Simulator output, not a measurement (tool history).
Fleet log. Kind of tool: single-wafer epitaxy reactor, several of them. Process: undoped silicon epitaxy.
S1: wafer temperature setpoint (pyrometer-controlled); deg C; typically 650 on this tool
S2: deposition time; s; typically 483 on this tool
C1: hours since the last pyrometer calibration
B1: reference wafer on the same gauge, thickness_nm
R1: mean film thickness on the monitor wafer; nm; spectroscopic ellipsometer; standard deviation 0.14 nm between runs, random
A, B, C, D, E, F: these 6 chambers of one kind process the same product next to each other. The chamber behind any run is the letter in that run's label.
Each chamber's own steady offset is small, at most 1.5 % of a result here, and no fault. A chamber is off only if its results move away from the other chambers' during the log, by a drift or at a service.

| run | day | S1 | S2 | C1 | B1 | R1 |
|---|---|---|---|---|---|---|
| 1F | 0.371 | 650 | 483 | 562.8 | 74.182 | 81.670 |
| 2E | 0.779 | 650 | 483 | 690.4 | 74.180 | 80.872 |
| 3D | 1.417 | 650 | 483 | 899.7 | 74.182 | 81.049 |
| 4B | 1.938 | 650 | 483 | 1908.4 | 74.121 | 80.269 |
| 5A | 2.242 | 650 | 483 | 2089.2 | 74.139 | 82.083 |
| 6C | 2.792 | 650 | 483 | 2043.8 | 74.095 | 81.438 |
|  | 2.950 | chamber B: pyrometer calibrated |
| 7E | 3.121 | 650 | 483 | 746.6 | 74.086 | 80.723 |
| 8B | 3.450 | 650 | 483 | 12.0 | 74.104 | 80.580 |
| 9C | 3.733 | 650 | 483 | 2066.4 | 74.063 | 81.376 |
| 10F | 4.300 | 650 | 483 | 657.1 | 74.081 | 81.229 |
| 11A | 4.800 | 650 | 483 | 2150.6 | 74.060 | 81.996 |
| 12D | 5.250 | 660 | 483 | 991.7 | 74.035 | 100.050 |
| 13C | 5.821 | 660 | 483 | 2116.5 | 74.048 | 100.420 |
| 14F | 6.354 | 660 | 483 | 706.4 | 74.001 | 100.760 |
| 15A | 6.671 | 660 | 483 | 2195.5 | 73.960 | 101.430 |
| 16E | 7.204 | 660 | 483 | 844.6 | 74.007 | 99.816 |
| 17D | 7.692 | 660 | 483 | 1050.3 | 73.970 | 100.570 |
| 18B | 8.246 | 650 | 483 | 127.1 | 73.911 | 80.301 |
| 19F | 8.867 | 650 | 483 | 766.7 | 73.933 | 81.388 |
| 20D | 9.342 | 645 | 483 | 1089.9 | 73.923 | 72.549 |
| 21B | 9.833 | 645 | 483 | 165.2 | 73.898 | 71.885 |
| 22C | 10.221 | 645 | 483 | 2222.1 | 73.908 | 72.835 |
| 23E | 10.767 | 645 | 483 | 930.1 | 73.850 | 71.989 |
| 24A | 11.121 | 645 | 483 | 2302.3 | 73.873 | 73.411 |
| 25C | 11.633 | 645 | 483 | 2256.0 | 73.853 | 72.921 |
| 26E | 12.004 | 650 | 483 | 959.8 | 73.793 | 80.435 |
| 27F | 12.492 | 656 | 483 | 853.7 | 73.790 | 92.523 |
| 28D | 12.917 | 656 | 483 | 1175.7 | 73.830 | 92.083 |
| 29A | 13.262 | 656 | 483 | 2353.7 | 73.775 | 92.805 |
| 30B | 13.608 | 656 | 483 | 255.8 | 73.776 | 90.942 |
| 31C | 14.071 | 656 | 483 | 2314.5 | 73.757 | 91.819 |
| 32A | 14.704 | 656 | 483 | 2388.3 | 73.711 | 92.642 |
| 33E | 15.100 | 650 | 483 | 1034.1 | 73.738 | 80.344 |
| 34B | 15.733 | 650 | 483 | 306.8 | 73.709 | 79.938 |
| 35F | 16.096 | 650 | 483 | 940.2 | 73.675 | 81.196 |
| 36D | 16.654 | 650 | 483 | 1265.4 | 73.682 | 80.671 |

Is one chamber out of step, is the gauge drifting, or do the chambers differ by no more than their own small offsets? For an off chamber, give its letter and the likeliest cause.

Every chamber seems to shift together because the gauge that measures them all drifts; the chambers themselves are fine.
Most likely cause: gauge reads low (%) = 0.716.
